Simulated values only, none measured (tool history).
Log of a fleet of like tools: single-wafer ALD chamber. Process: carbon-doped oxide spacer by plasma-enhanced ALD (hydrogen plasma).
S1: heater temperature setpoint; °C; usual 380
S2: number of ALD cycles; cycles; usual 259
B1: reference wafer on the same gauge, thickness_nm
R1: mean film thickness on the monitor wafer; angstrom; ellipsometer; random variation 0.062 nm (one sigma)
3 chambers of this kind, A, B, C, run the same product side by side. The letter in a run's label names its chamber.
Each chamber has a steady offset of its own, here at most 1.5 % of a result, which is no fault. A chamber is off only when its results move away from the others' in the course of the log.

run 1C hour=8.7 | S1=380 S2=259 | B1=13.493 | R1=129.41
run 2B hour=19.1 | S1=380 S2=259 | B1=13.495 | R1=129.37
run 3A hour=28.2 | S1=380 S2=259 | B1=13.502 | R1=128.69
run 4A hour=42.2 | S1=380 S2=259 | B1=13.508 | R1=127.33
run 5C hour=48.6 | S1=380 S2=259 | B1=13.513 | R1=130.27
run 6B hour=59.7 | S1=391 S2=259 | B1=13.481 | R1=129.36
run 7A hour=66.0 | S1=391 S2=259 | B1=13.495 | R1=128.43
run 8B hour=76.2 | S1=391 S2=259 | B1=13.506 | R1=129.98
run 9C hour=87.1 | S1=380 S2=286 | B1=13.500 | R1=142.22
run 10B hour=94.3 | S1=380 S2=286 | B1=13.504 | R1=143.38
run 11A hour=105.1 | S1=380 S2=286 | B1=13.496 | R1=141.19
run 12C hour=118.9 | S1=380 S2=259 | B1=13.501 | R1=130.16
run 13A hour=130.0 | S1=380 S2=259 | B1=13.487 | R1=127.64
run 14B hour=137.6 | S1=380 S2=259 | B1=13.505 | R1=129.01
run 15C hour=148.8 | S1=380 S2=259 | B1=13.502 | R1=130.00
run 16C hour=162.7 | S1=380 S2=259 | B1=13.505 | R1=129.56
run 17A hour=172.5 | S1=380 S2=259 | B1=13.498 | R1=127.39
run 18B hour=183.1 | S1=380 S2=259 | B1=13.516 | R1=129.17
run 19A hour=194.3 | S1=380 S2=259 | B1=13.495 | R1=129.10
run 20C hour=200.8 | S1=380 S2=259 | B1=13.496 | R1=128.89
run 21B hour=211.1 | S1=380 S2=259 | B1=13.513 | R1=130.58
run 22C hour=217.4 | S1=390 S2=259 | B1=13.490 | R1=129.20
run 23A hour=224.5 | S1=390 S2=259 | B1=13.492 | R1=126.71

All 3 chambers run these settings next. Forecast each chamber's results:
run 24A hour=234.6 | S1=380 S2=214 | R1=?
run 24B hour=234.6 | S1=380 S2=214 | R1=?
run 24C hour=234.6 | S1=380 S2=214 | R1=?

run=24A R1=105.31
run=24B R1=107.40
run=24C R1=107.57
